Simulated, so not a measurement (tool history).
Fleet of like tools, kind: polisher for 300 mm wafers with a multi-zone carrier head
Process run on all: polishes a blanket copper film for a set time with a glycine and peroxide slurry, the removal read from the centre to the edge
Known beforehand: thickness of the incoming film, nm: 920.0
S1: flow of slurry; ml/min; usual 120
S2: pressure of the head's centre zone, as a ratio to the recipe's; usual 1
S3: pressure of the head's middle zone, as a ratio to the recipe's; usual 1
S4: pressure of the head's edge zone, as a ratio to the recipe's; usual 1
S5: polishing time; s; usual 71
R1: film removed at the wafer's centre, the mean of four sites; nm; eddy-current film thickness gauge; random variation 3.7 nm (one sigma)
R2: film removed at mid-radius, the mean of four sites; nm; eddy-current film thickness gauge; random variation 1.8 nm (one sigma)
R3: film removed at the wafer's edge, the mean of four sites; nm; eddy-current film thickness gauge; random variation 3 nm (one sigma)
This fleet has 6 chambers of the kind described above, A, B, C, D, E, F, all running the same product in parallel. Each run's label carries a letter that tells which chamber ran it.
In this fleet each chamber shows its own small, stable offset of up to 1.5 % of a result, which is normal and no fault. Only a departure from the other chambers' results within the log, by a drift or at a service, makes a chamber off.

-- hour=2.2 chamber B: edge zone pressure recalibrated
run 1F hour=5.9 | S1=120 S2=1 S3=1 S4=1 S5=71 | R1=295.31 R2=287.45 R3=288.64
-- hour=10.7 chamber D: worn pad replaced by a new one
run 2A hour=13 | S1=120 S2=1 S3=1 S4=1 S5=71 | R1=293.85 R2=288.15 R3=290.87
-- hour=13.1 chamber F: worn pad replaced by a new one
run 3D hour=21.5 | S1=120 S2=1 S3=1 S4=1 S5=71 | R1=291.93 R2=287.48 R3=285.65
run 4B hour=27.4 | S1=120 S2=1 S3=1 S4=1 S5=71 | R1=289.47 R2=288.99 R3=295.63
run 5E hour=34 | S1=120 S2=1 S3=1 S4=1 S5=71 | R1=293.5 R2=292.16 R3=286.56
-- hour=40.6 chamber C: edge zone pressure recalibrated
run 6C hour=42.4 | S1=120 S2=1 S3=1 S4=1 S5=71 | R1=288.12 R2=287.94 R3=289.54
-- hour=47.7 chamber C: worn pad replaced by a new one
run 7F hour=47.9 | S1=120 S2=1 S3=1 S4=1 S5=71 | R1=295.07 R2=289.79 R3=297.27
run 8A hour=55.7 | S1=120 S2=1 S3=1 S4=1 S5=71 | R1=287.48 R2=287.13 R3=289.93
-- hour=56.4 chamber A: worn pad replaced by a new one
run 9D hour=63.4 | S1=120 S2=1 S3=1 S4=1 S5=71 | R1=295.25 R2=288.09 R3=290.12
-- hour=67.9 chamber B: worn pad replaced by a new one
run 10E hour=69.7 | S1=120 S2=1 S3=1.1 S4=1 S5=71 | R1=280.3 R2=315.77 R3=290.98
-- hour=70.2 chamber E: worn pad replaced by a new one
-- hour=76.9 chamber F: worn pad replaced by a new one
run 11C hour=81.5 | S1=120 S2=1 S3=1.1 S4=1 S5=71 | R1=294.89 R2=315.11 R3=288.42
run 12B hour=93 | S1=120 S2=1 S3=1.1 S4=1 S5=71 | R1=290.32 R2=321.78 R3=296.32
run 13D hour=103.9 | S1=120 S2=1 S3=1.1 S4=1 S5=71 | R1=290.91 R2=313.62 R3=285.66
run 14A hour=116.1 | S1=120 S2=1 S3=1.1 S4=1 S5=71 | R1=288.4 R2=315.73 R3=293.8
-- hour=117.1 chamber E: edge zone pressure recalibrated
run 15B hour=122.7 | S1=120 S2=1 S3=1.1 S4=1 S5=71 | R1=287.96 R2=317.76 R3=291.78
-- hour=124.2 chamber D: worn pad replaced by a new one
run 16F hour=133.4 | S1=120 S2=1 S3=1 S4=1 S5=71 | R1=295.82 R2=289.25 R3=295.4
run 17C hour=141.3 | S1=120 S2=1 S3=1 S4=1 S5=71 | R1=282.78 R2=286.4 R3=284.74
-- hour=141.4 chamber F: worn pad replaced by a new one
-- hour=142.8 chamber B: worn pad replaced by a new one
-- hour=145.7 chamber B: centre zone pressure recalibrated
run 18E hour=147 | S1=120 S2=1 S3=1 S4=1 S5=71 | R1=285.77 R2=290.23 R3=294.56
-- hour=153.9 chamber A: worn pad replaced by a new one
run 19D hour=155.6 | S1=120 S2=1 S3=1 S4=1 S5=71 | R1=287.57 R2=287.82 R3=291.41
-- hour=161.7 chamber A: centre zone pressure recalibrated
-- hour=162.3 chamber C: worn pad replaced by a new one
run 20C hour=165 | S1=120 S2=1 S3=1 S4=1 S5=71 | R1=281.21 R2=288.87 R3=281.6
run 21A hour=173.7 | S1=120 S2=1 S3=1 S4=1 S5=71 | R1=291.2 R2=290.21 R3=294.83
run 22B hour=184.1 | S1=120 S2=1 S3=1 S4=1 S5=71 | R1=292.85 R2=290.95 R3=297.44
run 23E hour=193.6 | S1=120 S2=1 S3=1 S4=1 S5=71 | R1=287.8 R2=289.84 R3=286.86
-- hour=194.3 chamber E: worn pad replaced by a new one
-- hour=195 chamber F: worn pad replaced by a new one
run 24F hour=202 | S1=120 S2=1 S3=1 S4=1 S5=71 | R1=292.64 R2=287.83 R3=287.96
run 25E hour=210.7 | S1=120 S2=1 S3=1 S4=1 S5=71 | R1=285.68 R2=291.02 R3=289.14
-- hour=212.1 chamber B: slurry nozzle cleaned
run 26B hour=217.1 | S1=120 S2=1 S3=1 S4=1 S5=71 | R1=288.32 R2=292.06 R3=291.52
run 27F hour=225.4 | S1=120 S2=1 S3=1 S4=1 S5=71 | R1=297.96 R2=288.46 R3=290.54
-- hour=226 chamber C: centre zone pressure recalibrated
-- hour=227.9 chamber B: worn pad replaced by a new one
run 28C hour=231.7 | S1=120 S2=1 S3=1 S4=1 S5=71 | R1=274.99 R2=277.6 R3=275.51
run 29A hour=240.7 | S1=120 S2=1 S3=1 S4=1 S5=71 | R1=290.39 R2=287.17 R3=293.56
-- hour=251.2 chamber A: worn pad replaced by a new one
-- hour=252.1 chamber F: edge zone pressure recalibrated
run 30D hour=252.9 | S1=120 S2=1 S3=1 S4=1.1 S5=71 | R1=294.08 R2=287.64 R3=309.24
-- hour=263 chamber D: worn pad replaced by a new one
-- hour=264.1 chamber F: worn pad replaced by a new one
run 31D hour=264.7 | S1=120 S2=1 S3=1 S4=1.1 S5=71 | R1=292.93 R2=287.34 R3=303.85
run 32F hour=277.3 | S1=120 S2=1 S3=1 S4=1.1 S5=71 | R1=283.1 R2=288.94 R3=302.02
run 33B hour=283.9 | S1=120 S2=1 S3=1 S4=1.1 S5=71 | R1=293.17 R2=291.01 R3=312.35
run 34E hour=291.8 | S1=120 S2=1 S3=1 S4=1.1 S5=71 | R1=295.33 R2=289.65 R3=302.11
-- hour=298.3 chamber C: worn pad replaced by a new one
run 35A hour=300.3 | S1=120 S2=1 S3=1 S4=1.1 S5=71 | R1=291.01 R2=291.99 R3=308.33
run 36C hour=307.1 | S1=120 S2=1 S3=1 S4=1 S5=71 | R1=269.5 R2=271.69 R3=273.09
run 37F hour=315.4 | S1=120 S2=1 S3=1 S4=1 S5=71 | R1=295.28 R2=288.75 R3=288.36

Is one chamber off against the others, does the gauge drift, or is nothing wrong? If a chamber is off, say which, and what the likeliest cause is.

It is chamber C that slowly wanders off from its peers.
Cause: slurry flow missing at the pad, % = 25.4.

Chamber C could run next with any of the 4 candidate recipes listed below; each alters the usual settings, and their results appear as question marks. Which one brings its results back in line with what the other chambers deliver on the usual settings?
To be in line, a result may differ from the other chambers' mean on the usual settings by at most: R1 13 nm; R2 6.4 nm; R3 10 nm
run 38C-1 hour=324.5 | S1=120 S2=1.01 S3=1 S4=1 S5=73 | R1=? R2=? R3=?
run 38C-2 hour=324.5 | S1=120 S2=0.99 S3=1 S4=1 S5=69 | R1=? R2=? R3=?
run 38C-3 hour=324.5 | S1=115 S2=0.98 S3=0.99 S4=1.01 S5=67 | R1=? R2=? R3=?
run 38C-4 hour=324.5 | S1=125 S2=1.02 S3=1.01 S4=0.99 S5=75 | R1=? R2=? R3=?

Other chambers, usual settings, mean: R1 290.17 nm; R2 289.56 nm; R3 290.96 nm
run=38C-1 R1=274.62 R2=274.98 R3=283.52
run=38C-2 R1=253.87 R2=259.95 R3=267.98
run=38C-3 R1=239.96 R2=246.76 R3=259.35
run=38C-4 R1=289.39 R2=288.67 R3=292.07
It is 38C-4 that realigns the chamber with its peers.

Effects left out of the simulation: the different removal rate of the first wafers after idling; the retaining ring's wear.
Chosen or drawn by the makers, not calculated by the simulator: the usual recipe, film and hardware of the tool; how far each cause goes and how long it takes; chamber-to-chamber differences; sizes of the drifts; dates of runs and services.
